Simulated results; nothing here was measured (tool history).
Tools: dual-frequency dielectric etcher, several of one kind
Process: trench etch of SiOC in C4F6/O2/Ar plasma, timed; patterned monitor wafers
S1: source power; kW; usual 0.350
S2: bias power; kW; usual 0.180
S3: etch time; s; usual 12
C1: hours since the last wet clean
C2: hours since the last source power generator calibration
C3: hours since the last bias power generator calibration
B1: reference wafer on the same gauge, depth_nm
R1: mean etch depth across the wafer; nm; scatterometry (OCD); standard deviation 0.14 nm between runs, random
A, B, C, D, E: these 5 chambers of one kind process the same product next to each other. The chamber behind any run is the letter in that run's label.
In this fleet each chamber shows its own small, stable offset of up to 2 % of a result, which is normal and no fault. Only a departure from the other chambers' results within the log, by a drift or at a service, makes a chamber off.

run,day,S1,S2,S3,C1,C2,C3,B1,R1
1E,0.133,0.350,0.180,12,205.3,1923.0,1693.4,22.286,23.501
2B,0.358,0.350,0.180,12,31.0,1655.1,1499.5,22.336,23.945
3A,0.596,0.350,0.180,12,342.2,3109.1,1033.1,22.320,24.124
4C,0.721,0.350,0.180,12,190.0,3401.3,917.7,22.272,23.588
5D,0.846,0.350,0.180,12,179.2,2289.6,4289.1,22.314,23.538
6E,0.975,0.350,0.180,12,225.5,1943.2,1713.6,22.303,23.704
7A,1.129,0.350,0.180,12,355.0,3121.9,1045.9,22.261,23.878
8B,1.254,0.350,0.180,12,52.5,1676.6,1521.0,22.320,24.118
9D,1.358,0.350,0.180,12,191.5,2301.9,4301.4,22.288,23.432
10C,1.538,0.350,0.180,12,209.6,3420.9,937.3,22.330,23.591
11E,1.662,0.380,0.148,12,242.0,1959.7,1730.1,22.297,22.888
12D,1.842,0.380,0.148,12,203.1,2313.5,4313.0,22.296,22.856
13C,2.017,0.380,0.148,12,221.1,3432.4,948.8,22.316,22.700
14B,2.254,0.380,0.148,12,76.5,1700.6,1545.0,22.319,23.283
15A,2.483,0.380,0.148,12,387.5,3154.4,1078.4,22.273,23.354
16A,2.629,0.350,0.180,12,391.0,3157.9,1081.9,22.282,23.839
17D,2.817,0.350,0.180,12,226.5,2336.9,4336.4,22.312,23.675
18B,2.971,0.350,0.180,12,93.7,1717.8,1562.2,22.282,23.898
19C,3.208,0.350,0.180,12,249.7,3461.0,977.4,22.319,23.448
20E,3.333,0.350,0.180,12,282.1,1999.8,1770.2,22.261,23.646
21A,3.438,0.350,0.180,12,410.4,3177.3,1101.3,22.294,23.911
22E,3.612,0.350,0.180,12,288.8,2006.5,1776.9,22.281,23.677
23D,3.771,0.350,0.180,12,249.4,2359.8,4359.3,22.296,23.397
# day 3.821: chamber A: wet clean of the chamber
24C,3.996,0.350,0.180,12,268.6,3479.9,996.3,22.326,23.127
25B,4.179,0.350,0.180,12,122.7,1746.8,1591.2,22.323,23.972
26A,4.321,0.350,0.180,12,12.0,3198.5,1122.5,22.290,23.670
27C,4.500,0.350,0.180,12,280.7,3492.0,1008.4,22.336,22.944
28B,4.646,0.350,0.180,12,133.9,1758.0,1602.4,22.302,23.692
29D,4.817,0.350,0.180,12,274.5,2384.9,4384.4,22.279,23.446
30E,5.021,0.350,0.180,12,322.6,2040.3,1810.7,22.281,23.748
31D,5.167,0.350,0.180,12,282.9,2393.3,4392.8,22.332,23.457
32A,5.279,0.350,0.180,12,35.0,3221.5,1145.5,22.282,23.991
33B,5.442,0.350,0.180,12,153.0,1777.1,1621.5,22.338,24.158
34E,5.683,0.350,0.180,10,338.5,2056.2,1826.6,22.304,19.757
35C,5.812,0.350,0.180,10,312.2,3523.5,1039.9,22.301,18.746
36D,5.942,0.350,0.180,10,301.5,2411.9,4411.4,22.325,19.599
37C,6.100,0.350,0.180,10,319.1,3530.4,1046.8,22.288,19.033
38E,6.262,0.350,0.180,10,352.4,2070.1,1840.5,22.324,19.792
39A,6.417,0.350,0.180,12,62.3,3248.8,1172.8,22.284,23.979
40B,6.558,0.350,0.180,12,179.8,1803.9,1648.3,22.310,24.192
41E,6.700,0.350,0.180,12,362.9,2080.6,1851.0,22.305,23.681

Next, all 5 chambers run the settings below, one line each with question marks for the results. What does each chamber give?
42A,6.871,0.350,0.152,12,,,,,?
42B,6.871,0.350,0.152,12,,,,,?
42C,6.871,0.350,0.152,12,,,,,?
42D,6.871,0.350,0.152,12,,,,,?
42E,6.871,0.350,0.152,12,,,,,?

run,R1
42A,22.719
42B,23.061
42C,21.274
42D,22.024
42E,22.578

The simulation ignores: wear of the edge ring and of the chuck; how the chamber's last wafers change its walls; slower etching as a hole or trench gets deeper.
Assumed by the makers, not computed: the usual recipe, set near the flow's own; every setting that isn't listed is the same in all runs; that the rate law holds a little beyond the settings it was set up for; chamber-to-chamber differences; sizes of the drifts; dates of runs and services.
